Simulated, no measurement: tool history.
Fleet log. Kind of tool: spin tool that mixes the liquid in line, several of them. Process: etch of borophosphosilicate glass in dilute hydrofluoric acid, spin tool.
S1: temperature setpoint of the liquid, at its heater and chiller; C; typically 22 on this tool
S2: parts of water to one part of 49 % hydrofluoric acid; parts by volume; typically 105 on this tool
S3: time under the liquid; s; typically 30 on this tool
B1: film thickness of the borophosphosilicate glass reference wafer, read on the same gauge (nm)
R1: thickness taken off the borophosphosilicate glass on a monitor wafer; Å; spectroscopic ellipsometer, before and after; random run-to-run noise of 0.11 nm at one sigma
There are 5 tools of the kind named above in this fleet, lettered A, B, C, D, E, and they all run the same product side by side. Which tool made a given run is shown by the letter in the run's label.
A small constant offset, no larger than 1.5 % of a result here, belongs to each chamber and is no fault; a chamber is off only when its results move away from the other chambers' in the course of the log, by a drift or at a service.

run	hour	S1	S2	S3	B1	R1
1B	12	22	105	30	80.033	130.87
2A	27.1	22	105	30	79.995	129.63
3C	38.4	22	105	30	79.993	132.68
# hour 38.7: chamber E: hydrofluoric acid flow meter replaced
4D	47.3	22	105	30	79.993	132.93
5E	54.9	22	105	30	79.96	129.33
6A	68	22	105	30	79.971	129.77
7D	77.6	22	105	30	80.001	131.85
8E	90.7	22	105	30	79.987	131.33
9C	104.9	22	105	30	79.981	133.24
10B	118	22	150	30	80.009	85.975
11A	134	22	150	30	79.984	86.075
12D	149.6	22	150	30	79.987	87.895
13B	162.2	22	150	30	80.015	85.283
14C	169.7	22	150	30	79.981	88.035
15E	176.6	22	105	30	79.975	129
16D	188.1	22	105	30	79.959	133.25
17B	196.9	22	105	30	79.988	129.27
18E	208.1	22	105	30	80.015	130.22
19A	221.5	26	105	30	80.047	153.28
20C	231.2	26	105	30	79.947	156.19
# hour 232.5: chamber C: hydrofluoric acid flow meter replaced
21C	242.1	26	105	30	79.975	158.41
22B	254.2	26	105	30	80.044	153.07
# hour 266.4: chamber D: hydrofluoric acid flow meter replaced
23D	269.9	26	105	30	80.015	153.79
24E	285.7	22	105	40	79.992	175.81
25A	296.3	22	105	40	80.022	174.15
26A	311.9	22	105	40	80.018	173.72
27C	327.9	22	105	40	80.015	182.26
28E	335.7	22	105	40	80.05	177.14
29B	343.2	22	105	30	79.99	129.57
30D	352	22	105	30	80.017	134.48
31A	361.2	22	105	30	80.021	128.06
32D	372.2	22	105	30	79.974	133.4
33C	382.5	22	105	30	79.992	135.91
34B	398.5	22	105	30	79.972	130.29

The same settings go to every chamber for the next run, one line per chamber below. Forecast the results for each:
35A	410	24.5	105	30		?
35B	410	24.5	105	30		?
35C	410	24.5	105	30		?
35D	410	24.5	105	30		?
35E	410	24.5	105	30		?

run	R1
35A	146.24
35B	146.23
35C	153
35D	144.78
35E	142.6
